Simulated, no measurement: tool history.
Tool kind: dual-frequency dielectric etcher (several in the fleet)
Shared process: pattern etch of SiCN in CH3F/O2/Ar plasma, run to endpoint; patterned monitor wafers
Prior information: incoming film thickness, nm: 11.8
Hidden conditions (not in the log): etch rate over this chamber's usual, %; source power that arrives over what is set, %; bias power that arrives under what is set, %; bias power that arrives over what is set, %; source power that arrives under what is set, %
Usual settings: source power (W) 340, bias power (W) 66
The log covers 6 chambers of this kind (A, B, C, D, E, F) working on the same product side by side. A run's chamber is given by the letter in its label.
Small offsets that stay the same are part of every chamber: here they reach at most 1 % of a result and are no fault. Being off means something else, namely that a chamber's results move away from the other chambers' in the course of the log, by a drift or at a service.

run	day	source power (W)	bias power (W)	hours since the last wet clean	hours since the last source power generator calibration	hours since the last bias power generator calibration	endpoint time (s)
1F	0.238	340	66	87.4	431.9	510	34.544
2A	0.425	340	66	264.6	535.4	50.5	34.739
3E	0.629	340	66	419.2	1867.2	2930.1	34.247
4B	0.867	340	66	334.3	1327.6	1936.2	34.077
# day 0.912: chamber E: wet clean of the chamber
5C	1.004	340	66	501.4	305.5	2874.9	34.394
6D	1.142	340	66	384.1	1616.8	360.9	34.695
7D	1.408	340	66	390.5	1623.2	367.3	34.718
8A	1.667	340	66	294.4	565.2	80.3	34.455
9C	1.921	340	66	523.4	327.5	2896.9	34.472
10F	2.067	340	66	131.3	475.8	553.9	34.718
11E	2.275	340	66	32.7	1906.7	2969.6	34.338
12B	2.479	340	66	373	1366.3	1974.9	33.863
13D	2.608	340	66	419.3	1652	396.1	34.318
# day 2.646: chamber D: wet clean of the chamber
14B	2.729	340	66	379	1372.3	1980.9	34.248
15F	2.938	340	66	152.2	496.7	574.8	34.389
16A	3.096	340	66	328.7	599.5	114.6	34.669
17E	3.325	340	66	57.9	1931.9	2994.8	34.46
18C	3.529	340	66	562	366.1	2935.5	34.38
19D	3.788	340	66	27.5	1680.3	424.4	34.723
20B	4.042	340	66	410.5	1403.8	2012.4	34.42
21A	4.254	340	66	356.5	627.3	142.4	34.376
22C	4.525	340	66	585.9	390	2959.4	34.647
23F	4.712	340	66	194.8	539.3	617.4	34.661
24E	4.858	340	66	94.7	1968.7	3031.6	34.428
25B	5.075	340	66	435.3	1428.6	2037.2	33.949
26E	5.238	340	66	103.8	1977.8	3040.7	34.605
27D	5.454	340	66	67.5	1720.3	464.4	34.432
28A	5.608	340	66	389	659.8	174.9	34.549
29C	5.854	340	66	617.8	421.9	2991.3	34.331
30F	6.092	340	66	227.9	572.4	650.5	34.713
31A	6.346	340	66	406.7	677.5	192.6	34.392
32D	6.575	380	66	94.4	1747.2	491.3	33.028
33E	6.733	380	66	139.7	2013.7	3076.6	32.748
# day 6.854: chamber B: wet clean of the chamber
34B	6.942	380	66	2.2	1473.4	2082	33.21
35F	7.079	380	66	251.6	596.1	674.2	33.191
36C	7.283	380	66	652.1	456.2	3025.6	32.985
37D	7.483	380	66	116.2	1769	513.1	32.811
38C	7.758	280	58	663.5	467.6	3037	38.29
39E	7.996	280	58	170	2044	3106.9	38.599

Predict what each chamber gives when all 6 of them run the settings below next.
40A	8.192	340	66				?
40B	8.192	340	66				?
40C	8.192	340	66				?
40D	8.192	340	66				?
40E	8.192	340	66				?
40F	8.192	340	66				?

run	endpoint time (s)
40A	34.455
40B	34.041
40C	34.434
40D	34.255
40E	34.176
40F	34.637

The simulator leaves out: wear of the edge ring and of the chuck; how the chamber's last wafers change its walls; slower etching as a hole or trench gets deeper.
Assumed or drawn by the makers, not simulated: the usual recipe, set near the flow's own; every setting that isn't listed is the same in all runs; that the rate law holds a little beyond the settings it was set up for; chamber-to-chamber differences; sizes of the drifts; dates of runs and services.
